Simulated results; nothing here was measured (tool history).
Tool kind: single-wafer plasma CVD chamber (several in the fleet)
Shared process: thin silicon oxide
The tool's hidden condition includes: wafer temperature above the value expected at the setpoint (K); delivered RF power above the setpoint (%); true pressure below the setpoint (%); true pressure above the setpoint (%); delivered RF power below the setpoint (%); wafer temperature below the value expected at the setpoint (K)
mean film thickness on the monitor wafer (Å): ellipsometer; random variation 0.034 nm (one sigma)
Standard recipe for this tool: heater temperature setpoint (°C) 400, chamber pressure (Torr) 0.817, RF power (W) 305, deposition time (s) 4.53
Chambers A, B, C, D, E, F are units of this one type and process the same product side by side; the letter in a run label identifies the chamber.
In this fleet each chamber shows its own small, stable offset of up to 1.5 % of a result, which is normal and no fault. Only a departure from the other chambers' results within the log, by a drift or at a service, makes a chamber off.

run,hour,heater temperature setpoint (°C),chamber pressure (Torr),RF power (W),deposition time (s),hours since the last thermocouple change,hours since the last RF generator calibration,hours since the last manometer calibration,"read-back reference wafer on the same gauge, thickness_nm",mean film thickness on the monitor wafer (Å)
1C,4.5,400,0.817,305,4.53,473.7,2541.9,1034.8,7.0986,85.730
2A,9.3,400,0.817,305,4.53,1251.8,18.8,576.1,7.1002,85.966
3B,16.5,400,0.817,305,4.53,1016.8,1772.3,856.3,7.0945,85.186
4E,21.9,400,0.817,305,4.53,1528.6,1585.1,1426.5,7.0909,85.787
5D,27.6,400,0.817,305,4.53,543.2,211.5,1894.1,7.0995,86.143
# hour 31.3: chamber C: capacitance manometer re-zeroed and calibrated
6F,34.9,400,0.817,305,4.53,1862.1,569.6,1570.8,7.0949,87.273
# hour 39.5: chamber C: RF generator calibrated
7B,41.0,400,0.817,305,4.53,1041.3,1796.8,880.8,7.1004,86.012
8A,44.5,400,0.817,305,4.53,1287.0,54.0,611.3,7.1081,86.423
9F,49.6,405,0.817,305,4.97,1876.8,584.3,1585.5,7.0974,93.963
10D,54.2,405,0.817,305,4.97,569.8,238.1,1920.7,7.1032,94.389
11E,59.8,405,0.817,305,4.97,1566.5,1623.0,1464.4,7.1005,93.561
12C,63.2,405,0.817,305,4.97,532.4,23.8,31.9,7.1020,94.522
13A,70.6,405,0.817,305,4.97,1313.1,80.1,637.4,7.1029,93.845
14F,75.7,405,0.817,305,4.97,1902.9,610.4,1611.6,7.0982,94.771
15D,81.0,400,0.817,305,4.53,596.6,264.9,1947.5,7.0974,86.653
16C,84.2,400,0.817,355,4.04,553.4,44.8,52.9,7.1004,80.541
17B,90.8,400,0.817,355,4.04,1091.1,1846.6,930.6,7.1071,81.026
18E,95.2,400,0.817,355,4.04,1601.9,1658.4,1499.8,7.1028,81.095
19B,101.1,400,0.817,355,4.04,1101.4,1856.9,940.9,7.1074,81.024
20D,106.6,400,0.817,355,4.04,622.2,290.5,1973.1,7.1018,82.264
21C,111.0,400,0.817,355,4.04,580.2,71.6,79.7,7.1004,81.351
22E,118.0,386,0.939,305,4.53,1624.7,1681.2,1522.6,7.0957,97.547
23F,124.9,386,0.939,305,4.53,1952.1,659.6,1660.8,7.1045,98.429
24A,129.3,386,0.939,305,4.53,1371.8,138.8,696.1,7.0965,95.940
25D,132.8,386,0.939,305,4.53,648.4,316.7,1999.3,7.0964,99.074
26C,140.1,386,0.939,305,4.53,609.3,100.7,108.8,7.1030,97.939
27F,146.3,386,0.939,305,4.53,1973.5,681.0,1682.2,7.0969,98.144
28E,153.0,400,0.817,305,4.53,1659.7,1716.2,1557.6,7.1026,85.823
# hour 154.4: chamber D: capacitance manometer re-zeroed and calibrated
29B,159.6,400,0.817,305,4.53,1159.9,1915.4,999.4,7.0972,84.923
30A,165.4,394,0.994,305,4.53,1407.9,174.9,732.2,7.1003,98.477
31F,171.1,394,0.994,305,4.53,1998.3,705.8,1707.0,7.1056,102.180
32A,174.9,394,0.994,305,4.53,1417.4,184.4,741.7,7.0995,98.357
33C,180.1,394,0.994,305,4.53,649.3,140.7,148.8,7.1037,101.150
34B,183.4,394,0.994,305,4.53,1183.7,1939.2,1023.2,7.1001,100.580
35E,190.8,394,0.994,305,4.53,1697.5,1754.0,1595.4,7.1092,100.890
36D,194.9,400,0.817,305,4.53,710.5,378.8,40.6,7.0960,86.376
37E,198.2,400,0.817,305,4.53,1704.9,1761.4,1602.8,7.0998,85.788
38F,204.1,400,0.817,305,4.53,2031.3,738.8,1740.0,7.1026,86.651
39C,207.7,400,0.817,305,4.53,676.9,168.3,176.4,7.0951,85.832

Read the log: is a single chamber off, either drifting away or since a service, is the gauge that measures every chamber drifting, or is nothing wrong beyond small per-chamber offsets? Name any odd chamber and what most likely caused it.

One chamber, A, drifts off from the rest bit by bit.
Likeliest cause: true pressure below the setpoint (%) = 5.79.

Which of the 4 candidates below, each the usual settings with something changed and its results left as question marks, puts chamber A back in line with what the other chambers give on the usual settings?
A result is in line if it is within this distance of the other chambers' mean on the usual settings: mean film thickness on the monitor wafer (Å) 1.200
40A-1,213.0,400,0.817,300,4.42,,,,,?
40A-2,213.0,400,0.844,310,4.63,,,,,?
40A-3,213.0,400,0.790,300,4.43,,,,,?
40A-4,213.0,400,0.817,310,4.64,,,,,?

Mean of the other chambers on the usual settings: mean film thickness on the monitor wafer (Å) 85.947
run,mean film thickness on the monitor wafer (Å)
40A-1,78.470
40A-2,85.873
40A-3,76.159
40A-4,83.464
It is 40A-2 that realigns the chamber with its peers.
